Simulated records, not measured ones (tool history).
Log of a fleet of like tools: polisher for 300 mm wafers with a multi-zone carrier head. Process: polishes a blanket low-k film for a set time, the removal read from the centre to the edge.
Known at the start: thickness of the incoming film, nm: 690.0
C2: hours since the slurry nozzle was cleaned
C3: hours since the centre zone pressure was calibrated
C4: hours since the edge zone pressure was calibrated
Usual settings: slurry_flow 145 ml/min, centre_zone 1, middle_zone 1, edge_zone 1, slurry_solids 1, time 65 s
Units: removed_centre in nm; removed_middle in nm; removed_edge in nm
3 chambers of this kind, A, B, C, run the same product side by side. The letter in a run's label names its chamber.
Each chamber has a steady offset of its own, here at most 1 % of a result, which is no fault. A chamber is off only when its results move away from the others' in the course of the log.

run 1B day=0.196 | slurry_flow=145 centre_zone=1 middle_zone=1 edge_zone=1 slurry_solids=1 time=65 | wafers_polished_on_this_pad=1322 C2=660 C3=1179.1 C4=279.7 | removed_centre=12.922 removed_middle=12.581 removed_edge=12.865
-- day=0.279 chamber B: worn pad replaced by a new one
run 2A day=0.329 | slurry_flow=145 centre_zone=1 middle_zone=1 edge_zone=1 slurry_solids=1 time=65 | wafers_polished_on_this_pad=376 C2=401.1 C3=459.6 C4=1182.7 | removed_centre=12.958 removed_middle=13.051 removed_edge=13.183
run 3C day=0.462 | slurry_flow=145 centre_zone=1 middle_zone=1 edge_zone=1 slurry_solids=1 time=65 | wafers_polished_on_this_pad=495 C2=266.5 C3=183.8 C4=90.3 | removed_centre=12.927 removed_middle=13 removed_edge=12.837
run 4A day=0.704 | slurry_flow=145 centre_zone=1 middle_zone=1 edge_zone=1 slurry_solids=1 time=65 | wafers_polished_on_this_pad=463 C2=410.1 C3=468.6 C4=1191.7 | removed_centre=12.818 removed_middle=12.944 removed_edge=13.102
run 5C day=0.925 | slurry_flow=145 centre_zone=1 middle_zone=1 edge_zone=1 slurry_solids=1 time=65 | wafers_polished_on_this_pad=601 C2=277.6 C3=194.9 C4=101.4 | removed_centre=12.686 removed_middle=12.608 removed_edge=12.84
run 6B day=1.133 | slurry_flow=145 centre_zone=1 middle_zone=1 edge_zone=1 slurry_solids=1 time=65 | wafers_polished_on_this_pad=197 C2=682.5 C3=1201.6 C4=302.2 | removed_centre=13.161 removed_middle=12.721 removed_edge=13.015
-- day=1.158 chamber C: worn pad replaced by a new one
run 7C day=1.325 | slurry_flow=145 centre_zone=1 middle_zone=1 edge_zone=1 slurry_solids=1 time=65 | wafers_polished_on_this_pad=39 C2=287.2 C3=204.5 C4=111 | removed_centre=12.834 removed_middle=13.112 removed_edge=12.571
run 8A day=1.479 | slurry_flow=145 centre_zone=1 middle_zone=1 edge_zone=1 slurry_solids=1 time=65 | wafers_polished_on_this_pad=642 C2=428.7 C3=487.2 C4=1210.3 | removed_centre=12.857 removed_middle=13.072 removed_edge=12.879
run 9B day=1.679 | slurry_flow=145 centre_zone=1 middle_zone=1 edge_zone=1 slurry_solids=1 time=65 | wafers_polished_on_this_pad=323 C2=695.6 C3=1214.7 C4=315.3 | removed_centre=13.091 removed_middle=12.764 removed_edge=12.897
run 10A day=1.842 | slurry_flow=145 centre_zone=1 middle_zone=1 edge_zone=1 slurry_solids=1 time=65 | wafers_polished_on_this_pad=725 C2=437.4 C3=495.9 C4=1219 | removed_centre=13.067 removed_middle=12.856 removed_edge=13.095
run 11B day=2.083 | slurry_flow=145 centre_zone=1 middle_zone=1 edge_zone=1 slurry_solids=1 time=65 | wafers_polished_on_this_pad=417 C2=705.3 C3=1224.4 C4=325 | removed_centre=13.027 removed_middle=12.928 removed_edge=12.964
run 12C day=2.321 | slurry_flow=145 centre_zone=1 middle_zone=1 edge_zone=1 slurry_solids=1 time=65 | wafers_polished_on_this_pad=269 C2=311.1 C3=228.4 C4=134.9 | removed_centre=12.976 removed_middle=12.922 removed_edge=12.56
run 13C day=2.479 | slurry_flow=145 centre_zone=1 middle_zone=1 edge_zone=1 slurry_solids=1 time=65 | wafers_polished_on_this_pad=305 C2=314.9 C3=232.2 C4=138.7 | removed_centre=12.86 removed_middle=13.046 removed_edge=12.816
-- day=2.533 chamber B: centre zone pressure recalibrated
-- day=2.592 chamber B: slurry nozzle cleaned
run 14A day=2.608 | slurry_flow=145 centre_zone=1 middle_zone=1 edge_zone=1 slurry_solids=1 time=65 | wafers_polished_on_this_pad=903 C2=455.8 C3=514.3 C4=1237.4 | removed_centre=12.902 removed_middle=12.927 removed_edge=12.9
run 15B day=2.783 | slurry_flow=145 centre_zone=1 middle_zone=1 edge_zone=1 slurry_solids=1 time=65 | wafers_polished_on_this_pad=578 C2=4.6 C3=6 C4=341.8 | removed_centre=13.684 removed_middle=12.752 removed_edge=12.971
run 16C day=2.971 | slurry_flow=145 centre_zone=1 middle_zone=1 edge_zone=1 slurry_solids=1 time=65 | wafers_polished_on_this_pad=419 C2=326.7 C3=244 C4=150.5 | removed_centre=12.852 removed_middle=12.926 removed_edge=12.925
run 17B day=3.129 | slurry_flow=145 centre_zone=1 middle_zone=1 edge_zone=1 slurry_solids=1 time=65 | wafers_polished_on_this_pad=658 C2=12.9 C3=14.3 C4=350.1 | removed_centre=13.747 removed_middle=12.468 removed_edge=12.896
run 18A day=3.288 | slurry_flow=145 centre_zone=1 middle_zone=1 edge_zone=1 slurry_solids=1 time=65 | wafers_polished_on_this_pad=1060 C2=472.1 C3=530.6 C4=1253.7 | removed_centre=12.882 removed_middle=12.571 removed_edge=12.883
run 19C day=3.488 | slurry_flow=145 centre_zone=1 middle_zone=1 edge_zone=1 slurry_solids=1 time=65 | wafers_polished_on_this_pad=538 C2=339.1 C3=256.4 C4=162.9 | removed_centre=12.968 removed_middle=12.951 removed_edge=12.661
-- day=3.638 chamber A: worn pad replaced by a new one
run 20A day=3.733 | slurry_flow=145 centre_zone=1 middle_zone=1 edge_zone=1 slurry_solids=1 time=65 | wafers_polished_on_this_pad=22 C2=482.8 C3=541.3 C4=1264.4 | removed_centre=12.707 removed_middle=12.902 removed_edge=12.767
-- day=3.842 chamber C: worn pad replaced by a new one
run 21B day=3.879 | slurry_flow=145 centre_zone=1 middle_zone=1 edge_zone=1 slurry_solids=1 time=65 | wafers_polished_on_this_pad=831 C2=30.9 C3=32.3 C4=368.1 | removed_centre=13.734 removed_middle=12.894 removed_edge=12.776
run 22C day=4.112 | slurry_flow=145 centre_zone=1 middle_zone=1 edge_zone=1 slurry_solids=1 time=65 | wafers_polished_on_this_pad=63 C2=354.1 C3=271.4 C4=177.9 | removed_centre=12.769 removed_middle=12.814 removed_edge=12.932
run 23A day=4.271 | slurry_flow=145 centre_zone=1 middle_zone=1 edge_zone=1 slurry_solids=1.2 time=65 | wafers_polished_on_this_pad=146 C2=495.7 C3=554.2 C4=1277.3 | removed_centre=13.937 removed_middle=13.814 removed_edge=13.903
run 24B day=4.417 | slurry_flow=145 centre_zone=1 middle_zone=1 edge_zone=1 slurry_solids=1.2 time=65 | wafers_polished_on_this_pad=956 C2=43.8 C3=45.2 C4=381 | removed_centre=15.001 removed_middle=13.888 removed_edge=13.721
run 25B day=4.529 | slurry_flow=145 centre_zone=1 middle_zone=1 edge_zone=1 slurry_solids=1.2 time=65 | wafers_polished_on_this_pad=982 C2=46.5 C3=47.9 C4=383.7 | removed_centre=14.936 removed_middle=13.865 removed_edge=13.997
run 26A day=4.708 | slurry_flow=145 centre_zone=1 middle_zone=1 edge_zone=1 slurry_solids=1 time=65 | wafers_polished_on_this_pad=247 C2=506.2 C3=564.7 C4=1287.8 | removed_centre=12.879 removed_middle=12.738 removed_edge=12.863
run 27C day=4.921 | slurry_flow=145 centre_zone=1 middle_zone=1 edge_zone=1 slurry_solids=1 time=65 | wafers_polished_on_this_pad=250 C2=373.5 C3=290.8 C4=197.3 | removed_centre=13.102 removed_middle=12.753 removed_edge=12.533
run 28A day=5.162 | slurry_flow=120 centre_zone=1 middle_zone=1 edge_zone=1 slurry_solids=1 time=65 | wafers_polished_on_this_pad=352 C2=517.1 C3=575.6 C4=1298.7 | removed_centre=12.368 removed_middle=12.422 removed_edge=12.578
-- day=5.262 chamber B: worn pad replaced by a new one
run 29B day=5.404 | slurry_flow=120 centre_zone=1 middle_zone=1 edge_zone=1 slurry_solids=1 time=65 | wafers_polished_on_this_pad=33 C2=67.5 C3=68.9 C4=404.7 | removed_centre=13.188 removed_middle=12.362 removed_edge=12.503
run 30C day=5.604 | slurry_flow=120 centre_zone=1 middle_zone=1 edge_zone=1 slurry_solids=1 time=65 | wafers_polished_on_this_pad=408 C2=389.9 C3=307.2 C4=213.7 | removed_centre=12.196 removed_middle=12.377 removed_edge=12.174
run 31B day=5.717 | slurry_flow=145 centre_zone=1 middle_zone=1 edge_zone=1 slurry_solids=1 time=65 | wafers_polished_on_this_pad=105 C2=75 C3=76.4 C4=412.2 | removed_centre=13.826 removed_middle=12.504 removed_edge=12.998
run 32C day=5.917 | slurry_flow=145 centre_zone=1 middle_zone=1 edge_zone=1 slurry_solids=1 time=65 | wafers_polished_on_this_pad=480 C2=397.4 C3=314.7 C4=221.2 | removed_centre=12.811 removed_middle=12.825 removed_edge=12.768
run 33A day=6.125 | slurry_flow=145 centre_zone=1 middle_zone=1 edge_zone=1 slurry_solids=1 time=65 | wafers_polished_on_this_pad=574 C2=540.2 C3=598.7 C4=1321.8 | removed_centre=12.869 removed_middle=12.808 removed_edge=12.84
run 34C day=6.292 | slurry_flow=145 centre_zone=1 middle_zone=1 edge_zone=1 slurry_solids=1 time=65 | wafers_polished_on_this_pad=566 C2=406.4 C3=323.7 C4=230.2 | removed_centre=12.935 removed_middle=13.18 removed_edge=12.535
-- day=6.333 chamber C: worn pad replaced by a new one
run 35A day=6.479 | slurry_flow=145 centre_zone=1 middle_zone=1 edge_zone=1 slurry_solids=1 time=65 | wafers_polished_on_this_pad=656 C2=548.7 C3=607.2 C4=1330.3 | removed_centre=12.943 removed_middle=12.649 removed_edge=12.856
run 36B day=6.692 | slurry_flow=145 centre_zone=1 middle_zone=1 edge_zone=1 slurry_solids=1 time=65 | wafers_polished_on_this_pad=331 C2=98.4 C3=99.8 C4=435.6 | removed_centre=13.701 removed_middle=12.476 removed_edge=13.009
run 37C day=6.821 | slurry_flow=145 centre_zone=1 middle_zone=1 edge_zone=1 slurry_solids=1 time=65 | wafers_polished_on_this_pad=112 C2=419.1 C3=336.4 C4=242.9 | removed_centre=13.023 removed_middle=12.926 removed_edge=12.707
run 38B day=7.062 | slurry_flow=145 centre_zone=1 middle_zone=1 edge_zone=1 slurry_solids=1 time=65 | wafers_polished_on_this_pad=416 C2=107.3 C3=108.7 C4=444.5 | removed_centre=13.623 removed_middle=12.805 removed_edge=12.958
run 39A day=7.212 | slurry_flow=145 centre_zone=1 middle_zone=1 edge_zone=1 slurry_solids=1 time=65 | wafers_polished_on_this_pad=826 C2=566.3 C3=624.8 C4=1347.9 | removed_centre=13.008 removed_middle=12.893 removed_edge=13.085
run 40C day=7.379 | slurry_flow=145 centre_zone=1 middle_zone=1 edge_zone=1 slurry_solids=1 time=65 | wafers_polished_on_this_pad=241 C2=432.5 C3=349.8 C4=256.3 | removed_centre=13.061 removed_middle=12.96 removed_edge=12.658

All 3 chambers run these settings next. Forecast each chamber's results:
run 41A day=7.562 | slurry_flow=145 centre_zone=1 middle_zone=1 edge_zone=1.09 slurry_solids=1 time=65 | removed_centre=? removed_middle=? removed_edge=?
run 41B day=7.562 | slurry_flow=145 centre_zone=1 middle_zone=1 edge_zone=1.09 slurry_solids=1 time=65 | removed_centre=? removed_middle=? removed_edge=?
run 41C day=7.562 | slurry_flow=145 centre_zone=1 middle_zone=1 edge_zone=1.09 slurry_solids=1 time=65 | removed_centre=? removed_middle=? removed_edge=?

run=41A removed_centre=12.927 removed_middle=12.782 removed_edge=13.505
run=41B removed_centre=13.851 removed_middle=12.957 removed_edge=13.575
run=41C removed_centre=12.877 removed_middle=12.848 removed_edge=13.287

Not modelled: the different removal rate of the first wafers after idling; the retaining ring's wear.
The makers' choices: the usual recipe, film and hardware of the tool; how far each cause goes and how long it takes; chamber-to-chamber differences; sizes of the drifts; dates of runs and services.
